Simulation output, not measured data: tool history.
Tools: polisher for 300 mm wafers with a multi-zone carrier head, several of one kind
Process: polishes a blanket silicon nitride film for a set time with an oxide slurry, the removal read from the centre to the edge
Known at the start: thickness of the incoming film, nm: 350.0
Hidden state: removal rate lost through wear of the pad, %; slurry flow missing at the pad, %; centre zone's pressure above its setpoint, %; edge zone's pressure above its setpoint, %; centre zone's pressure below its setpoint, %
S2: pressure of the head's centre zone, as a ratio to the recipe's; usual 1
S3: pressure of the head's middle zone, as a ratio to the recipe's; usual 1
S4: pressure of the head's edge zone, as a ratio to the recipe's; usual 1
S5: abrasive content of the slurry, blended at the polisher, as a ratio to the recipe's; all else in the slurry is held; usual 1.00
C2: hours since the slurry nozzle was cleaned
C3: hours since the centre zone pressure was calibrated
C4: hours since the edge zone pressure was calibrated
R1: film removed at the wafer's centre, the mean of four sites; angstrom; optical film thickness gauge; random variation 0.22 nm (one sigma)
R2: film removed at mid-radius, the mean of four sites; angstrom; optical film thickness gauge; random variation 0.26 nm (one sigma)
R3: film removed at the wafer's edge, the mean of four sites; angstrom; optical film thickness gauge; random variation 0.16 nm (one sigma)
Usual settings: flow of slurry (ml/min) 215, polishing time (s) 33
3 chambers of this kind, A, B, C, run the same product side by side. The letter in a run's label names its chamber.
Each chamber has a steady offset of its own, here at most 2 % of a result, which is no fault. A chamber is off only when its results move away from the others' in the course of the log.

{"hour": 5.8, "done": "chamber C: worn pad replaced by a new one"}
{"run": "1B", "hour": 14.2, "flow of slurry (ml/min)": 215, "S2": 1, "S3": 1, "S4": 1, "S5": 1.0, "polishing time (s)": 33, "wafers polished on this pad": 456, "C2": 254.2, "C3": 340.0, "C4": 496.3, "R1": 191.24, "R2": 193.8, "R3": 189.21}
{"hour": 20.8, "done": "chamber B: edge zone pressure recalibrated"}
{"hour": 28.5, "done": "chamber A: worn pad replaced by a new one"}
{"run": "2A", "hour": 28.5, "flow of slurry (ml/min)": 215, "S2": 1, "S3": 1, "S4": 1, "S5": 1.0, "polishing time (s)": 33, "wafers polished on this pad": 0, "C2": 246.1, "C3": 1005.4, "C4": 456.9, "R1": 191.3, "R2": 192.19, "R3": 191.33}
{"run": "3C", "hour": 39.4, "flow of slurry (ml/min)": 215, "S2": 1, "S3": 1, "S4": 1, "S5": 1.0, "polishing time (s)": 33, "wafers polished on this pad": 471, "C2": 135.7, "C3": 337.2, "C4": 621.3, "R1": 190.84, "R2": 196.14, "R3": 188.15}
{"hour": 42.0, "done": "chamber B: worn pad replaced by a new one"}
{"hour": 43.5, "done": "chamber A: edge zone pressure recalibrated"}
{"run": "4C", "hour": 46.1, "flow of slurry (ml/min)": 215, "S2": 1, "S3": 1, "S4": 1, "S5": 1.0, "polishing time (s)": 33, "wafers polished on this pad": 565, "C2": 142.4, "C3": 343.9, "C4": 628.0, "R1": 188.77, "R2": 191.92, "R3": 191.44}
{"hour": 47.5, "done": "chamber C: worn pad replaced by a new one"}
{"hour": 54.1, "done": "chamber A: centre zone pressure recalibrated"}
{"run": "5A", "hour": 60.2, "flow of slurry (ml/min)": 215, "S2": 1, "S3": 1, "S4": 1, "S5": 1.0, "polishing time (s)": 33, "wafers polished on this pad": 443, "C2": 277.8, "C3": 6.2, "C4": 16.7, "R1": 185.96, "R2": 191.86, "R3": 190.92}
{"run": "6B", "hour": 70.3, "flow of slurry (ml/min)": 215, "S2": 1, "S3": 1, "S4": 1, "S5": 1.0, "polishing time (s)": 33, "wafers polished on this pad": 397, "C2": 310.3, "C3": 396.1, "C4": 49.5, "R1": 193.16, "R2": 190.69, "R3": 192.24}
{"run": "7C", "hour": 82.5, "flow of slurry (ml/min)": 215, "S2": 1, "S3": 1, "S4": 1, "S5": 1.0, "polishing time (s)": 33, "wafers polished on this pad": 489, "C2": 178.8, "C3": 380.3, "C4": 664.4, "R1": 188.93, "R2": 197.74, "R3": 190.65}
{"hour": 86.8, "done": "chamber A: worn pad replaced by a new one"}
{"hour": 89.2, "done": "chamber C: centre zone pressure recalibrated"}
{"run": "8B", "hour": 89.3, "flow of slurry (ml/min)": 215, "S2": 1, "S3": 1, "S4": 1, "S5": 1.0, "polishing time (s)": 33, "wafers polished on this pad": 663, "C2": 329.3, "C3": 415.1, "C4": 68.5, "R1": 188.42, "R2": 196.35, "R3": 190.67}
{"hour": 90.2, "done": "chamber B: worn pad replaced by a new one"}
{"hour": 95.8, "done": "chamber C: worn pad replaced by a new one"}
{"run": "9A", "hour": 96.3, "flow of slurry (ml/min)": 215, "S2": 1, "S3": 1, "S4": 1, "S5": 1.0, "polishing time (s)": 33, "wafers polished on this pad": 133, "C2": 313.9, "C3": 42.3, "C4": 52.8, "R1": 187.9, "R2": 191.39, "R3": 193.75}
{"run": "10B", "hour": 111.5, "flow of slurry (ml/min)": 215, "S2": 1, "S3": 1, "S4": 1, "S5": 1.0, "polishing time (s)": 33, "wafers polished on this pad": 298, "C2": 351.5, "C3": 437.3, "C4": 90.7, "R1": 196.44, "R2": 188.97, "R3": 191.67}
{"run": "11A", "hour": 121.4, "flow of slurry (ml/min)": 215, "S2": 1, "S3": 1, "S4": 1, "S5": 1.0, "polishing time (s)": 33, "wafers polished on this pad": 484, "C2": 339.0, "C3": 67.4, "C4": 77.9, "R1": 191.07, "R2": 197.76, "R3": 190.92}
{"run": "12C", "hour": 129.0, "flow of slurry (ml/min)": 260, "S2": 1, "S3": 1, "S4": 1, "S5": 1.0, "polishing time (s)": 33, "wafers polished on this pad": 464, "C2": 225.3, "C3": 39.9, "C4": 710.9, "R1": 195.03, "R2": 193.4, "R3": 193.4}
{"hour": 133.4, "done": "chamber A: worn pad replaced by a new one"}
{"hour": 137.3, "done": "chamber C: worn pad replaced by a new one"}
{"run": "13A", "hour": 140.7, "flow of slurry (ml/min)": 260, "S2": 1, "S3": 1, "S4": 1, "S5": 1.0, "polishing time (s)": 33, "wafers polished on this pad": 102, "C2": 358.3, "C3": 86.7, "C4": 97.2, "R1": 193.86, "R2": 199.07, "R3": 198.78}
{"run": "14B", "hour": 150.1, "flow of slurry (ml/min)": 260, "S2": 1, "S3": 1, "S4": 1, "S5": 1.0, "polishing time (s)": 33, "wafers polished on this pad": 838, "C2": 390.1, "C3": 475.9, "C4": 129.3, "R1": 195.5, "R2": 200.58, "R3": 198.09}
{"hour": 150.2, "done": "chamber B: worn pad replaced by a new one"}
{"run": "15C", "hour": 163.0, "flow of slurry (ml/min)": 215, "S2": 1, "S3": 1, "S4": 1, "S5": 1.0, "polishing time (s)": 33, "wafers polished on this pad": 360, "C2": 259.3, "C3": 73.9, "C4": 744.9, "R1": 189.07, "R2": 191.28, "R3": 191.15}
{"run": "16A", "hour": 176.5, "flow of slurry (ml/min)": 215, "S2": 1, "S3": 1, "S4": 1, "S5": 1.0, "polishing time (s)": 33, "wafers polished on this pad": 603, "C2": 394.1, "C3": 122.5, "C4": 133.0, "R1": 191.26, "R2": 189.38, "R3": 194.24}
{"hour": 182.2, "done": "chamber A: slurry nozzle cleaned"}
{"hour": 183.2, "done": "chamber A: worn pad replaced by a new one"}
{"hour": 186.1, "done": "chamber C: worn pad replaced by a new one"}
{"run": "17C", "hour": 189.9, "flow of slurry (ml/min)": 215, "S2": 1, "S3": 1, "S4": 1, "S5": 1.0, "polishing time (s)": 33, "wafers polished on this pad": 53, "C2": 286.2, "C3": 100.8, "C4": 771.8, "R1": 192.65, "R2": 191.87, "R3": 192.26}
{"run": "18B", "hour": 197.8, "flow of slurry (ml/min)": 215, "S2": 1, "S3": 1, "S4": 1, "S5": 1.0, "polishing time (s)": 33, "wafers polished on this pad": 667, "C2": 437.8, "C3": 523.6, "C4": 177.0, "R1": 194.94, "R2": 193.88, "R3": 189.27}
{"hour": 199.9, "done": "chamber B: worn pad replaced by a new one"}
{"run": "19A", "hour": 205.0, "flow of slurry (ml/min)": 215, "S2": 1, "S3": 1, "S4": 1, "S5": 1.0, "polishing time (s)": 33, "wafers polished on this pad": 305, "C2": 22.9, "C3": 151.0, "C4": 161.5, "R1": 184.41, "R2": 194.52, "R3": 195.41}
{"run": "20C", "hour": 214.9, "flow of slurry (ml/min)": 215, "S2": 1, "S3": 1, "S4": 1, "S5": 1.0, "polishing time (s)": 33, "wafers polished on this pad": 403, "C2": 311.2, "C3": 125.8, "C4": 796.8, "R1": 189.67, "R2": 189.47, "R3": 191.39}
{"hour": 221.6, "done": "chamber C: edge zone pressure recalibrated"}
{"run": "21B", "hour": 226.8, "flow of slurry (ml/min)": 215, "S2": 1, "S3": 1, "S4": 1, "S5": 0.85, "polishing time (s)": 33, "wafers polished on this pad": 376, "C2": 466.8, "C3": 552.6, "C4": 206.0, "R1": 176.14, "R2": 184.09, "R3": 173.86}
{"hour": 231.3, "done": "chamber C: worn pad replaced by a new one"}
{"run": "22C", "hour": 240.1, "flow of slurry (ml/min)": 215, "S2": 1, "S3": 1, "S4": 1, "S5": 0.85, "polishing time (s)": 33, "wafers polished on this pad": 123, "C2": 336.4, "C3": 151.0, "C4": 18.5, "R1": 172.77, "R2": 178.01, "R3": 174.46}

What goes on in this fleet: one chamber off, a drifting gauge, or nothing beyond the chambers' own small offsets? Name the chamber and the cause, if any.

No chamber stands off beyond its own small offset, and the gauge holds steady.
